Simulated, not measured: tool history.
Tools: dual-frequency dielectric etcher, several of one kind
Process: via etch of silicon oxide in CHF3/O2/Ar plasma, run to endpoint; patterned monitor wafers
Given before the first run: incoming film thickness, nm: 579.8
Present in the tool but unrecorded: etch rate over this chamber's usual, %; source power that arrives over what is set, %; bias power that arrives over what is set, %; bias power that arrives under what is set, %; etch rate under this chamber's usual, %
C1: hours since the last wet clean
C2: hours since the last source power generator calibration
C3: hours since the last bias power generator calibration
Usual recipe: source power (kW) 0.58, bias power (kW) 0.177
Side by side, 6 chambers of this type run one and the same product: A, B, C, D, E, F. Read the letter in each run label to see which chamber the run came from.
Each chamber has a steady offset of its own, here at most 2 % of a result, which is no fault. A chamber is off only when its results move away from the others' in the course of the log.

{"hour": 0.4, "done": "chamber E: bias power generator calibrated"}
{"run": "1B", "hour": 10.4, "source power (kW)": 0.58, "bias power (kW)": 0.177, "C1": 268.7, "C2": 1222.5, "C3": 1439.6, "endpoint time (s)": 295.82}
{"run": "2E", "hour": 18.2, "source power (kW)": 0.58, "bias power (kW)": 0.177, "C1": 182.9, "C2": 2515.9, "C3": 17.9, "endpoint time (s)": 297.69}
{"run": "3D", "hour": 26.1, "source power (kW)": 0.58, "bias power (kW)": 0.177, "C1": 53.5, "C2": 4100.9, "C3": 1694.7, "endpoint time (s)": 295.55}
{"run": "4F", "hour": 37.0, "source power (kW)": 0.58, "bias power (kW)": 0.177, "C1": 111.7, "C2": 3525.5, "C3": 3741.7, "endpoint time (s)": 299.53}
{"run": "5C", "hour": 48.4, "source power (kW)": 0.58, "bias power (kW)": 0.177, "C1": 190.5, "C2": 2629.9, "C3": 1418.8, "endpoint time (s)": 292.69}
{"run": "6A", "hour": 60.3, "source power (kW)": 0.58, "bias power (kW)": 0.177, "C1": 243.6, "C2": 342.4, "C3": 399.2, "endpoint time (s)": 292.75}
{"run": "7A", "hour": 71.8, "source power (kW)": 0.58, "bias power (kW)": 0.177, "C1": 255.1, "C2": 353.9, "C3": 410.7, "endpoint time (s)": 297.24}
{"run": "8F", "hour": 84.4, "source power (kW)": 0.58, "bias power (kW)": 0.177, "C1": 159.1, "C2": 3572.9, "C3": 3789.1, "endpoint time (s)": 298.9}
{"run": "9D", "hour": 93.7, "source power (kW)": 0.58, "bias power (kW)": 0.177, "C1": 121.1, "C2": 4168.5, "C3": 1762.3, "endpoint time (s)": 293.52}
{"run": "10C", "hour": 104.9, "source power (kW)": 0.67, "bias power (kW)": 0.156, "C1": 247, "C2": 2686.4, "C3": 1475.3, "endpoint time (s)": 284.68}
{"run": "11E", "hour": 118.8, "source power (kW)": 0.67, "bias power (kW)": 0.156, "C1": 283.5, "C2": 2616.5, "C3": 118.5, "endpoint time (s)": 298.13}
{"run": "12B", "hour": 131.3, "source power (kW)": 0.67, "bias power (kW)": 0.156, "C1": 389.6, "C2": 1343.4, "C3": 1560.5, "endpoint time (s)": 294.95}
{"run": "13C", "hour": 143.1, "source power (kW)": 0.67, "bias power (kW)": 0.156, "C1": 285.2, "C2": 2724.6, "C3": 1513.5, "endpoint time (s)": 288.63}
{"run": "14B", "hour": 156.8, "source power (kW)": 0.67, "bias power (kW)": 0.156, "C1": 415.1, "C2": 1368.9, "C3": 1586, "endpoint time (s)": 294.49}
{"hour": 157.5, "done": "chamber E: source power generator calibrated"}
{"run": "15E", "hour": 167.6, "source power (kW)": 0.67, "bias power (kW)": 0.156, "C1": 332.3, "C2": 10.2, "C3": 167.3, "endpoint time (s)": 298.83}
{"run": "16F", "hour": 177.9, "source power (kW)": 0.58, "bias power (kW)": 0.21, "C1": 252.6, "C2": 3666.4, "C3": 3882.6, "endpoint time (s)": 285.26}
{"run": "17A", "hour": 190.6, "source power (kW)": 0.58, "bias power (kW)": 0.21, "C1": 373.9, "C2": 472.7, "C3": 529.5, "endpoint time (s)": 278.96}
{"hour": 195.5, "done": "chamber B: wet clean of the chamber"}
{"run": "18D", "hour": 203.5, "source power (kW)": 0.58, "bias power (kW)": 0.21, "C1": 230.9, "C2": 4278.3, "C3": 1872.1, "endpoint time (s)": 278.89}
{"run": "19E", "hour": 212.5, "source power (kW)": 0.58, "bias power (kW)": 0.21, "C1": 377.2, "C2": 55.1, "C3": 212.2, "endpoint time (s)": 281.89}
{"run": "20D", "hour": 225.1, "source power (kW)": 0.58, "bias power (kW)": 0.21, "C1": 252.5, "C2": 4299.9, "C3": 1893.7, "endpoint time (s)": 281.41}
{"run": "21C", "hour": 236.4, "source power (kW)": 0.58, "bias power (kW)": 0.21, "C1": 378.5, "C2": 2817.9, "C3": 1606.8, "endpoint time (s)": 273.89}
{"run": "22F", "hour": 250.1, "source power (kW)": 0.58, "bias power (kW)": 0.177, "C1": 324.8, "C2": 3738.6, "C3": 3954.8, "endpoint time (s)": 308.86}
{"run": "23A", "hour": 257.2, "source power (kW)": 0.58, "bias power (kW)": 0.177, "C1": 440.5, "C2": 539.3, "C3": 596.1, "endpoint time (s)": 296.72}
{"hour": 259.0, "done": "chamber A: wet clean of the chamber"}
{"hour": 259.8, "done": "chamber C: wet clean of the chamber"}
{"run": "24B", "hour": 270.4, "source power (kW)": 0.58, "bias power (kW)": 0.177, "C1": 75, "C2": 1482.5, "C3": 1699.6, "endpoint time (s)": 298.09}
{"run": "25F", "hour": 282.2, "source power (kW)": 0.58, "bias power (kW)": 0.177, "C1": 356.9, "C2": 3770.7, "C3": 3986.9, "endpoint time (s)": 307.25}
{"run": "26C", "hour": 292.0, "source power (kW)": 0.58, "bias power (kW)": 0.177, "C1": 32.2, "C2": 2873.5, "C3": 1662.4, "endpoint time (s)": 294.62}
{"run": "27B", "hour": 305.5, "source power (kW)": 0.58, "bias power (kW)": 0.177, "C1": 110.1, "C2": 1517.6, "C3": 1734.7, "endpoint time (s)": 297.84}
{"hour": 307.3, "done": "chamber E: wet clean of the chamber"}
{"run": "28A", "hour": 319.6, "source power (kW)": 0.58, "bias power (kW)": 0.177, "C1": 60.7, "C2": 601.7, "C3": 658.5, "endpoint time (s)": 297.41}
{"run": "29E", "hour": 329.3, "source power (kW)": 0.58, "bias power (kW)": 0.177, "C1": 22.1, "C2": 171.9, "C3": 329, "endpoint time (s)": 301.21}
{"hour": 330.1, "done": "chamber D: source power generator calibrated"}
{"run": "30D", "hour": 340.7, "source power (kW)": 0.58, "bias power (kW)": 0.177, "C1": 368.1, "C2": 10.6, "C3": 2009.3, "endpoint time (s)": 296.45}
{"run": "31C", "hour": 351.8, "source power (kW)": 0.58, "bias power (kW)": 0.177, "C1": 92, "C2": 2933.3, "C3": 1722.2, "endpoint time (s)": 294.82}
{"run": "32A", "hour": 365.2, "source power (kW)": 0.5, "bias power (kW)": 0.147, "C1": 106.3, "C2": 647.3, "C3": 704.1, "endpoint time (s)": 335.17}
{"run": "33F", "hour": 378.0, "source power (kW)": 0.5, "bias power (kW)": 0.147, "C1": 452.7, "C2": 3866.5, "C3": 4082.7, "endpoint time (s)": 351.84}
{"run": "34D", "hour": 389.3, "source power (kW)": 0.5, "bias power (kW)": 0.147, "C1": 416.7, "C2": 59.2, "C3": 2057.9, "endpoint time (s)": 335.12}
{"run": "35E", "hour": 396.1, "source power (kW)": 0.5, "bias power (kW)": 0.147, "C1": 88.9, "C2": 238.7, "C3": 395.8, "endpoint time (s)": 336.84}
{"run": "36B", "hour": 405.0, "source power (kW)": 0.5, "bias power (kW)": 0.147, "C1": 209.6, "C2": 1617.1, "C3": 1834.2, "endpoint time (s)": 333.9}

Which is it: a chamber that has drifted or been left off by a service, a gauge drift common to all chambers, or only each chamber's usual small offset? If a chamber is off, name it and its likeliest cause.

Little by little, chamber F moves away from the other chambers.
Likeliest cause: etch rate under this chamber's usual, % = 4.83.

Chamber F could run next with any of the 4 candidate recipes listed below; each alters the usual settings, and their results appear as question marks. Which one brings its results back in line with what the other chambers deliver on the usual settings?
To be in line, a result may differ from the other chambers' mean on the usual settings by at most: endpoint time (s) 6.9
{"run": "37F-1", "hour": 415.1, "source power (kW)": 0.67, "bias power (kW)": 0.203, "endpoint time (s)": "?"}
{"run": "37F-2", "hour": 415.1, "source power (kW)": 0.58, "bias power (kW)": 0.147, "endpoint time (s)": "?"}
{"run": "37F-3", "hour": 415.1, "source power (kW)": 0.63, "bias power (kW)": 0.191, "endpoint time (s)": "?"}
{"run": "37F-4", "hour": 415.1, "source power (kW)": 0.49, "bias power (kW)": 0.151, "endpoint time (s)": "?"}

The mean the other chambers reach with the usual settings: endpoint time (s) 296.28
run=37F-1 endpoint_time_(s)=284.47
run=37F-2 endpoint_time_(s)=334.93
run=37F-3 endpoint_time_(s)=297.35
run=37F-4 endpoint_time_(s)=354.24
37F-3 puts the chamber back in line with the other chambers.
